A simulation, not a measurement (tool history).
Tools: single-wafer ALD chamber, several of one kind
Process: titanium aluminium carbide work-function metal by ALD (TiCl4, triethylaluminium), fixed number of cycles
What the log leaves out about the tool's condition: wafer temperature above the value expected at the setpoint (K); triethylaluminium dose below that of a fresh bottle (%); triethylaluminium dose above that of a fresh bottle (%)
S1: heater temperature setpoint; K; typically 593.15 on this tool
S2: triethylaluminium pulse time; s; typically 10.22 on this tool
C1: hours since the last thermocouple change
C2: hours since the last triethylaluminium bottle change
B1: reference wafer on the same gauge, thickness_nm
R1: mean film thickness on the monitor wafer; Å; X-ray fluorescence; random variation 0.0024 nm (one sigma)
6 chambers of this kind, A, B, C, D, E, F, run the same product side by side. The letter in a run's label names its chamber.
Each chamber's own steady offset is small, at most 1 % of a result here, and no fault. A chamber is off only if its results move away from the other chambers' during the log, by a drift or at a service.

run 1D day=0.292 | S1=593.15 S2=10.22 | C1=679.8 C2=1339.3 | B1=1.9804 | R1=21.669
run 2C day=0.492 | S1=593.15 S2=10.22 | C1=650.8 C2=563.9 | B1=1.9807 | R1=21.666
run 3A day=0.683 | S1=593.15 S2=10.22 | C1=1438.5 C2=530.3 | B1=1.9806 | R1=21.784
run 4F day=1.021 | S1=593.15 S2=10.22 | C1=810.5 C2=297.2 | B1=1.9811 | R1=21.833
run 5E day=1.250 | S1=593.15 S2=10.22 | C1=1116.7 C2=177.8 | B1=1.9817 | R1=21.870
run 6B day=1.425 | S1=602.15 S2=13.41 | C1=1434.7 C2=742.9 | B1=1.9809 | R1=23.075
run 7F day=1.783 | S1=602.15 S2=13.41 | C1=828.8 C2=315.5 | B1=1.9818 | R1=23.036
run 8A day=2.067 | S1=602.15 S2=13.41 | C1=1471.7 C2=563.5 | B1=1.9815 | R1=23.067
run 9D day=2.371 | S1=602.15 S2=13.41 | C1=729.7 C2=1389.2 | B1=1.9822 | R1=22.934
run 10E day=2.542 | S1=602.15 S2=13.41 | C1=1147.7 C2=208.8 | B1=1.9821 | R1=23.209
run 11B day=2.800 | S1=602.15 S2=13.41 | C1=1467.7 C2=775.9 | B1=1.9822 | R1=23.078
run 12C day=2.988 | S1=593.15 S2=10.22 | C1=710.7 C2=623.8 | B1=1.9828 | R1=21.686
run 13C day=3.346 | S1=593.15 S2=10.22 | C1=719.3 C2=632.4 | B1=1.9832 | R1=21.700
-- day=3.396 chamber E: thermocouple changed; heater temperature recalibrated
run 14B day=3.642 | S1=593.15 S2=10.22 | C1=1487.9 C2=796.1 | B1=1.9834 | R1=21.834
run 15A day=3.812 | S1=593.15 S2=10.22 | C1=1513.6 C2=605.4 | B1=1.9831 | R1=21.773
run 16F day=4.083 | S1=593.15 S2=10.22 | C1=884.0 C2=370.7 | B1=1.9834 | R1=21.879
run 17E day=4.267 | S1=593.15 S2=10.22 | C1=21.0 C2=250.2 | B1=1.9838 | R1=21.923
run 18D day=4.496 | S1=593.15 S2=10.22 | C1=780.7 C2=1440.2 | B1=1.9841 | R1=21.673
run 19F day=4.688 | S1=593.15 S2=10.22 | C1=898.5 C2=385.2 | B1=1.9844 | R1=21.849
run 20C day=4.912 | S1=593.15 S2=10.22 | C1=756.9 C2=670.0 | B1=1.9842 | R1=21.678
run 21D day=5.125 | S1=593.15 S2=10.22 | C1=795.8 C2=1455.3 | B1=1.9851 | R1=21.754
run 22E day=5.458 | S1=593.15 S2=10.22 | C1=49.6 C2=278.8 | B1=1.9846 | R1=21.880
run 23B day=5.667 | S1=593.15 S2=10.22 | C1=1536.5 C2=844.7 | B1=1.9856 | R1=21.859
run 24A day=5.821 | S1=588.15 S2=13.80 | C1=1561.8 C2=653.6 | B1=1.9852 | R1=21.870
run 25B day=6.004 | S1=588.15 S2=13.80 | C1=1544.6 C2=852.8 | B1=1.9859 | R1=21.890
run 26F day=6.271 | S1=588.15 S2=13.80 | C1=936.5 C2=423.2 | B1=1.9855 | R1=21.846
run 27C day=6.525 | S1=588.15 S2=13.80 | C1=795.6 C2=708.7 | B1=1.9861 | R1=21.769
run 28A day=6.867 | S1=588.15 S2=13.80 | C1=1586.9 C2=678.7 | B1=1.9866 | R1=21.872
run 29D day=7.142 | S1=588.15 S2=13.80 | C1=844.2 C2=1503.7 | B1=1.9866 | R1=21.740
run 30E day=7.346 | S1=593.15 S2=10.22 | C1=94.9 C2=324.1 | B1=1.9867 | R1=21.953
run 31D day=7.671 | S1=593.15 S2=10.22 | C1=856.9 C2=1516.4 | B1=1.9864 | R1=21.747
run 32E day=7.829 | S1=593.15 S2=10.22 | C1=106.5 C2=335.7 | B1=1.9873 | R1=21.990
run 33B day=8.092 | S1=593.15 S2=10.22 | C1=1594.7 C2=902.9 | B1=1.9874 | R1=21.848
run 34F day=8.267 | S1=593.15 S2=10.22 | C1=984.4 C2=471.1 | B1=1.9878 | R1=21.915
run 35C day=8.521 | S1=603.15 S2=10.22 | C1=843.5 C2=756.6 | B1=1.9883 | R1=22.636
run 36A day=8.754 | S1=603.15 S2=10.22 | C1=1632.2 C2=724.0 | B1=1.9882 | R1=22.732
run 37F day=9.108 | S1=603.15 S2=10.22 | C1=1004.6 C2=491.3 | B1=1.9883 | R1=22.759
run 38C day=9.312 | S1=603.15 S2=10.22 | C1=862.5 C2=775.6 | B1=1.9880 | R1=22.632
run 39D day=9.650 | S1=603.15 S2=10.22 | C1=904.4 C2=1563.9 | B1=1.9886 | R1=22.624

For the next run the whole fleet of 6 chambers uses the same settings. Give each chamber's results:
run 40A day=9.908 | S1=593.15 S2=7.32 | R1=?
run 40B day=9.908 | S1=593.15 S2=7.32 | R1=?
run 40C day=9.908 | S1=593.15 S2=7.32 | R1=?
run 40D day=9.908 | S1=593.15 S2=7.32 | R1=?
run 40E day=9.908 | S1=593.15 S2=7.32 | R1=?
run 40F day=9.908 | S1=593.15 S2=7.32 | R1=?

run=40A R1=20.759
run=40B R1=20.759
run=40C R1=20.659
run=40D R1=20.619
run=40E R1=20.786
run=40F R1=20.744

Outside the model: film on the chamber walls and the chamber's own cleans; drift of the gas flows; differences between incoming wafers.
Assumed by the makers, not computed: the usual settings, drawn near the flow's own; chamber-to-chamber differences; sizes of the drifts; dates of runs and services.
